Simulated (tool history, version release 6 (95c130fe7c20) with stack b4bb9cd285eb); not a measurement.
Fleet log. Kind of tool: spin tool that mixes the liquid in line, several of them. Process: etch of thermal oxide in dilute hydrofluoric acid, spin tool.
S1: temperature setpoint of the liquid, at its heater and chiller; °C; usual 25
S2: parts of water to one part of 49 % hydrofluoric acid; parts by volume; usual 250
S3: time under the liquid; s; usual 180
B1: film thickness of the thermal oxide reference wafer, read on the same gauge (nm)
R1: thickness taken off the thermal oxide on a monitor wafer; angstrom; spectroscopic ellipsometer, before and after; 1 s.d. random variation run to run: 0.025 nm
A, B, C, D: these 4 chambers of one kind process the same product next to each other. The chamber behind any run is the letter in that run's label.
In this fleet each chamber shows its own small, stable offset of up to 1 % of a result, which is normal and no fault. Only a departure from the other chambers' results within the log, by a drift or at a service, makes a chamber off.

run	day	S1	S2	S3	B1	R1
1B	0.317	25	250	180	70.014	29.404
2D	0.667	25	250	180	70.024	29.997
3A	0.875	25	250	180	70.026	29.738
4C	1.054	25	250	180	70.004	29.519
5D	1.371	25	250	180	70.007	29.644
6A	1.529	25	250	180	69.994	29.767
7B	1.842	25	250	180	70.007	28.971
8C	2.038	25	250	180	70.041	30.111
9A	2.367	25	250	180	69.998	29.814
10C	2.529	25	190	280	69.996	63.76
11D	2.792	25	190	280	70.014	65.506
12B	3.1	25	190	280	69.988	64.706
13A	3.262	25	190	280	70.011	65.465
14B	3.492	25	250	180	69.995	29.464
# day 3.683: chamber A: hydrofluoric acid flow meter replaced
15D	3.762	25	250	180	69.994	30.563
16C	4.046	25	250	180	69.994	29.202
17A	4.283	25	250	180	69.963	29.353
18D	4.471	25	250	180	70.012	30.628
19B	4.779	25	250	180	70.02	29.528
20C	5.125	25	250	180	69.979	29.744
21D	5.417	25	250	180	69.974	31.163
22C	5.767	25	250	180	70.022	29.082
23B	6.058	25	250	180	70.014	29.461
24A	6.367	25	250	180	69.964	29.962
25A	6.712	25	250	180	69.991	30
26D	7.012	25	250	180	69.98	31.444
27B	7.35	25	250	180	70.008	29.815
28C	7.604	25	250	180	69.979	30.076
29D	7.838	25	250	180	69.985	32.164
30C	8.146	25	250	180	69.989	29.568
31B	8.488	25	250	180	70.011	29.89
32A	8.662	25	250	180	70.004	29.893
33B	8.867	25	250	180	69.992	29.744
34D	9.042	25	250	180	70.013	32.472
35C	9.238	25	250	180	70.005	29.81
36A	9.517	25	250	180	69.983	29.22

All chambers now run identical settings, listed one chamber a line with results as question marks. What results will each chamber show?
37A	9.771	25	250	80		?
37B	9.771	25	250	80		?
37C	9.771	25	250	80		?
37D	9.771	25	250	80		?

run	R1
37A	13.06
37B	13.018
37C	13.269
37D	14.795

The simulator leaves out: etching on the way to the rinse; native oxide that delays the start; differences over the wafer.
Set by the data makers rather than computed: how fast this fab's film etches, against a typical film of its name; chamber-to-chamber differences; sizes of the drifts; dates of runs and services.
